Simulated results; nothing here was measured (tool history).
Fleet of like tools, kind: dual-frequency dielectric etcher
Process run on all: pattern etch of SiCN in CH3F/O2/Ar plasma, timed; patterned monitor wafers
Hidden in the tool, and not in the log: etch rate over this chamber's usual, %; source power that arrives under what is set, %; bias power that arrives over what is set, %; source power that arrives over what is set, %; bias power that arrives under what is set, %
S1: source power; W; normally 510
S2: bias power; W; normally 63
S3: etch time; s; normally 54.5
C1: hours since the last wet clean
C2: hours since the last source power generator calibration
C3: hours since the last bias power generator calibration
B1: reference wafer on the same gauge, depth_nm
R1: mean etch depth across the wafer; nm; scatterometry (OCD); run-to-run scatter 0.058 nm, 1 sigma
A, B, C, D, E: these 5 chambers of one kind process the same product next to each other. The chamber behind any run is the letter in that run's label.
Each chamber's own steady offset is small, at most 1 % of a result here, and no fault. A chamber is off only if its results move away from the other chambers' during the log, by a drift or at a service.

{"run": "1D", "day": 0.117, "S1": 510, "S2": 63, "S3": 54.5, "C1": 415.5, "C2": 494.4, "C3": 342.4, "B1": 18.099, "R1": 21.66}
{"run": "2A", "day": 0.238, "S1": 510, "S2": 63, "S3": 54.5, "C1": 472.6, "C2": 348.2, "C3": 50.3, "B1": 18.1, "R1": 21.301}
{"run": "3C", "day": 0.479, "S1": 510, "S2": 63, "S3": 54.5, "C1": 15.4, "C2": 293, "C3": 1548.7, "B1": 18.105, "R1": 21.281}
{"run": "4E", "day": 0.608, "S1": 510, "S2": 63, "S3": 54.5, "C1": 339, "C2": 4249.3, "C3": 2231.5, "B1": 18.09, "R1": 21.578}
{"run": "5B", "day": 0.767, "S1": 510, "S2": 63, "S3": 54.5, "C1": 93.9, "C2": 908.7, "C3": 1084.4, "B1": 18.109, "R1": 21.399}
{"run": "6A", "day": 0.9, "S1": 510, "S2": 63, "S3": 54.5, "C1": 488.5, "C2": 364.1, "C3": 66.2, "B1": 18.103, "R1": 21.302}
{"run": "7D", "day": 1.108, "S1": 510, "S2": 63, "S3": 62, "C1": 439.3, "C2": 518.2, "C3": 366.2, "B1": 18.1, "R1": 24.729}
{"run": "8E", "day": 1.25, "S1": 510, "S2": 63, "S3": 62, "C1": 354.4, "C2": 4264.7, "C3": 2246.9, "B1": 18.087, "R1": 24.526}
{"run": "9B", "day": 1.492, "S1": 510, "S2": 63, "S3": 62, "C1": 111.3, "C2": 926.1, "C3": 1101.8, "B1": 18.115, "R1": 24.348}
{"run": "10C", "day": 1.683, "S1": 510, "S2": 63, "S3": 62, "C1": 44.3, "C2": 321.9, "C3": 1577.6, "B1": 18.106, "R1": 24.27}
{"run": "11A", "day": 1.908, "S1": 510, "S2": 63, "S3": 62, "C1": 512.7, "C2": 388.3, "C3": 90.4, "B1": 18.108, "R1": 24.336}
{"run": "12E", "day": 2.054, "S1": 510, "S2": 63, "S3": 54.5, "C1": 373.7, "C2": 4284, "C3": 2266.2, "B1": 18.103, "R1": 21.641}
{"run": "13B", "day": 2.254, "S1": 510, "S2": 63, "S3": 54.5, "C1": 129.6, "C2": 944.4, "C3": 1120.1, "B1": 18.102, "R1": 21.451}
{"run": "14D", "day": 2.429, "S1": 600, "S2": 79, "S3": 54.5, "C1": 471, "C2": 549.9, "C3": 397.9, "B1": 18.093, "R1": 24.804}
{"run": "15C", "day": 2.65, "S1": 600, "S2": 79, "S3": 54.5, "C1": 67.5, "C2": 345.1, "C3": 1600.8, "B1": 18.099, "R1": 24.556}
{"run": "16A", "day": 2.892, "S1": 600, "S2": 79, "S3": 54.5, "C1": 536.3, "C2": 411.9, "C3": 114, "B1": 18.089, "R1": 24.542}
{"run": "17D", "day": 3.133, "S1": 600, "S2": 79, "S3": 54.5, "C1": 487.9, "C2": 566.8, "C3": 414.8, "B1": 18.112, "R1": 24.889}
{"run": "18C", "day": 3.262, "S1": 600, "S2": 79, "S3": 54.5, "C1": 82.2, "C2": 359.8, "C3": 1615.5, "B1": 18.103, "R1": 24.585}
{"run": "19B", "day": 3.5, "S1": 510, "S2": 63, "S3": 54.5, "C1": 159.5, "C2": 974.3, "C3": 1150, "B1": 18.092, "R1": 21.504}
{"run": "20E", "day": 3.746, "S1": 510, "S2": 63, "S3": 54.5, "C1": 414.3, "C2": 4324.6, "C3": 2306.8, "B1": 18.094, "R1": 21.476}
{"run": "21C", "day": 3.933, "S1": 510, "S2": 63, "S3": 54.5, "C1": 98.3, "C2": 375.9, "C3": 1631.6, "B1": 18.104, "R1": 21.245}
{"run": "22B", "day": 4.138, "S1": 510, "S2": 63, "S3": 54.5, "C1": 174.8, "C2": 989.6, "C3": 1165.3, "B1": 18.096, "R1": 21.548}
{"run": "23E", "day": 4.354, "S1": 510, "S2": 63, "S3": 54.5, "C1": 428.9, "C2": 4339.2, "C3": 2321.4, "B1": 18.1, "R1": 21.548}
{"run": "24A", "day": 4.554, "S1": 510, "S2": 63, "S3": 54.5, "C1": 576.2, "C2": 451.8, "C3": 153.9, "B1": 18.105, "R1": 21.409}
{"run": "25D", "day": 4.708, "S1": 510, "S2": 63, "S3": 54.5, "C1": 525.7, "C2": 604.6, "C3": 452.6, "B1": 18.107, "R1": 21.547}
{"run": "26E", "day": 4.917, "S1": 510, "S2": 63, "S3": 54.5, "C1": 442.4, "C2": 4352.7, "C3": 2334.9, "B1": 18.086, "R1": 21.657}
{"run": "27A", "day": 5.108, "S1": 510, "S2": 63, "S3": 54.5, "C1": 589.5, "C2": 465.1, "C3": 167.2, "B1": 18.09, "R1": 21.32}
{"run": "28B", "day": 5.254, "S1": 510, "S2": 63, "S3": 54.5, "C1": 201.6, "C2": 1016.4, "C3": 1192.1, "B1": 18.094, "R1": 21.512}
{"run": "29D", "day": 5.496, "S1": 510, "S2": 63, "S3": 54.5, "C1": 544.6, "C2": 623.5, "C3": 471.5, "B1": 18.097, "R1": 21.693}
{"run": "30C", "day": 5.754, "S1": 510, "S2": 63, "S3": 48.5, "C1": 142, "C2": 419.6, "C3": 1675.3, "B1": 18.107, "R1": 19.085}
{"run": "31B", "day": 5.925, "S1": 510, "S2": 63, "S3": 48.5, "C1": 217.7, "C2": 1032.5, "C3": 1208.2, "B1": 18.085, "R1": 19.152}
{"run": "32E", "day": 6.154, "S1": 510, "S2": 63, "S3": 48.5, "C1": 472.1, "C2": 4382.4, "C3": 2364.6, "B1": 18.088, "R1": 19.2}

Predict what each chamber gives when all 5 of them run the settings below next.
{"run": "33A", "day": 6.342, "S1": 510, "S2": 63, "S3": 54.5, "R1": "?"}
{"run": "33B", "day": 6.342, "S1": 510, "S2": 63, "S3": 54.5, "R1": "?"}
{"run": "33C", "day": 6.342, "S1": 510, "S2": 63, "S3": 54.5, "R1": "?"}
{"run": "33D", "day": 6.342, "S1": 510, "S2": 63, "S3": 54.5, "R1": "?"}
{"run": "33E", "day": 6.342, "S1": 510, "S2": 63, "S3": 54.5, "R1": "?"}

run=33A R1=21.504
run=33B R1=21.395
run=33C R1=21.468
run=33D R1=21.592
run=33E R1=21.6

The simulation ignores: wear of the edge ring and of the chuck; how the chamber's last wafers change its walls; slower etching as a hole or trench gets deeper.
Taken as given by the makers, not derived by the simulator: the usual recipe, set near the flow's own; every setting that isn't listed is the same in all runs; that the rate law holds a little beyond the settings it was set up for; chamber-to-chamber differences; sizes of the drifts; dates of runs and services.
